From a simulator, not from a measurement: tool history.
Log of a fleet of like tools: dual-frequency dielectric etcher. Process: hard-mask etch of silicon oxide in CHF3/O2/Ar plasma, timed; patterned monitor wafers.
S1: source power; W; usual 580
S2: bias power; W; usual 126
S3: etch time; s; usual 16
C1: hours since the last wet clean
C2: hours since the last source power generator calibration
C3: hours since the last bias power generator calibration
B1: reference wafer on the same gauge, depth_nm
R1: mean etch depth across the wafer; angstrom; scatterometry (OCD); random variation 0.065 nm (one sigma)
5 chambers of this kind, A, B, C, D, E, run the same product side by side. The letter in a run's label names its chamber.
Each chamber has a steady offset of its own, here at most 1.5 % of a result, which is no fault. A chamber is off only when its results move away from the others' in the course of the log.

Run 1E, hour 11.5: usual settings; C1 250.1; C2 553.6; C3 119.6; B1 28.103. Result: R1 274.32 angstrom.
Run 2C, hour 25.4: usual settings; C1 336.6; C2 4086.3; C3 1421.1; B1 28.113. Result: R1 280.12 angstrom.
Run 3D, hour 40: usual settings; C1 502.2; C2 3846.1; C3 4127.1; B1 28.106. Result: R1 279.83 angstrom.
Run 4A, hour 46.5: usual settings; C1 457.1; C2 1195.9; C3 1041.5; B1 28.11. Result: R1 279.18 angstrom.
Run 5B, hour 58.1: usual settings; C1 134.4; C2 117.9; C3 1148.4; B1 28.087. Result: R1 274.13 angstrom.
Run 6E, hour 70.1: usual settings; C1 308.7; C2 612.2; C3 178.2; B1 28.092. Result: R1 273.86 angstrom.
Run 7B, hour 79.6: usual settings; C1 155.9; C2 139.4; C3 1169.9; B1 28.097. Result: R1 275.53 angstrom.
Run 8D, hour 87: usual settings; C1 549.2; C2 3893.1; C3 4174.1; B1 28.1. Result: R1 279.19 angstrom.
Run 9A, hour 99.5: usual settings; C1 510.1; C2 1248.9; C3 1094.5; B1 28.107. Result: R1 278.69 angstrom.
Run 10C, hour 108.9: usual settings but S1 670 W, S2 149 W; C1 420.1; C2 4169.8; C3 1504.6; B1 28.084. Result: R1 310.76 angstrom.
Run 11C, hour 115.5: usual settings but S1 670 W, S2 149 W; C1 426.7; C2 4176.4; C3 1511.2; B1 28.103. Result: R1 312.25 angstrom.
Run 12E, hour 124.2: usual settings but S1 670 W, S2 149 W; C1 362.8; C2 666.3; C3 232.3; B1 28.088. Result: R1 306.32 angstrom.
At hour 135: chamber D: bias power generator calibrated.
Run 13A, hour 135.5: usual settings but S1 670 W, S2 149 W; C1 546.1; C2 1284.9; C3 1130.5; B1 28.109. Result: R1 312.21 angstrom.
At hour 138.5: chamber A: wet clean of the chamber.
Run 14B, hour 144.5: usual settings but S1 670 W, S2 149 W; C1 220.8; C2 204.3; C3 1234.8; B1 28.093. Result: R1 305.39 angstrom.
Run 15D, hour 156.6: usual settings; C1 618.8; C2 3962.7; C3 21.6; B1 28.093. Result: R1 279.06 angstrom.
At hour 168: chamber D: wet clean of the chamber.
Run 16D, hour 168.2: usual settings; C1 0.3; C2 3974.3; C3 33.2; B1 28.099. Result: R1 278.55 angstrom.
Run 17C, hour 181.2: usual settings; C1 492.4; C2 4242.1; C3 1576.9; B1 28.106. Result: R1 279.45 angstrom.
Run 18E, hour 191.5: usual settings; C1 430.1; C2 733.6; C3 299.6; B1 28.083. Result: R1 274.9 angstrom.
Run 19A, hour 202.5: usual settings; C1 64; C2 1351.9; C3 1197.5; B1 28.112. Result: R1 278.07 angstrom.
Run 20B, hour 214.9: usual settings; C1 291.2; C2 274.7; C3 1305.2; B1 28.11. Result: R1 274.18 angstrom.
Run 21A, hour 223.1: usual settings but S1 450 W, S3 14 s; C1 84.6; C2 1372.5; C3 1218.1; B1 28.094. Result: R1 222.08 angstrom.
Run 22C, hour 233: usual settings but S1 450 W, S3 14 s; C1 544.2; C2 4293.9; C3 1628.7; B1 28.102. Result: R1 221.39 angstrom.
Run 23E, hour 246.7: usual settings but S1 450 W, S3 14 s; C1 485.3; C2 788.8; C3 354.8; B1 28.09. Result: R1 219.07 angstrom.
Run 24B, hour 258: usual settings but S1 450 W, S3 14 s; C1 334.3; C2 317.8; C3 1348.3; B1 28.104. Result: R1 217.36 angstrom.
Run 25D, hour 265: usual settings but S1 450 W, S3 14 s; C1 97.1; C2 4071.1; C3 130; B1 28.089. Result: R1 222.01 angstrom.
Run 26C, hour 279.7: usual settings; C1 590.9; C2 4340.6; C3 1675.4; B1 28.102. Result: R1 279.92 angstrom.
Run 27B, hour 288.4: usual settings; C1 364.7; C2 348.2; C3 1378.7; B1 28.104. Result: R1 273.74 angstrom.
Run 28A, hour 296.2: usual settings; C1 157.7; C2 1445.6; C3 1291.2; B1 28.103. Result: R1 279.77 angstrom.
At hour 308.6: chamber B: wet clean of the chamber.
Run 29D, hour 310.4: usual settings; C1 142.5; C2 4116.5; C3 175.4; B1 28.099. Result: R1 279.77 angstrom.
Run 30E, hour 324.1: usual settings; C1 562.7; C2 866.2; C3 432.2; B1 28.104. Result: R1 274.75 angstrom.
Run 31C, hour 338.6: usual settings; C1 649.8; C2 4399.5; C3 1734.3; B1 28.096. Result: R1 279.3 angstrom.
Run 32A, hour 350.6: usual settings; C1 212.1; C2 1500; C3 1345.6; B1 28.11. Result: R1 279.71 angstrom.
Run 33E, hour 362.8: usual settings; C1 601.4; C2 904.9; C3 470.9; B1 28.105. Result: R1 274.85 angstrom.
Run 34B, hour 372.5: usual settings but S2 99 W; C1 64; C2 432.3; C3 1462.8; B1 28.086. Result: R1 254.64 angstrom.

All 5 chambers run these settings next. Forecast each chamber's results:
Run 35A, hour 383.3: usual settings. Result: R1 ?.
Run 35B, hour 383.3: usual settings. Result: R1 ?.
Run 35C, hour 383.3: usual settings. Result: R1 ?.
Run 35D, hour 383.3: usual settings. Result: R1 ?.
Run 35E, hour 383.3: usual settings. Result: R1 ?.

run      R1
35A  279.08
35B  273.63
35C   278.8
35D  278.91
35E  274.96
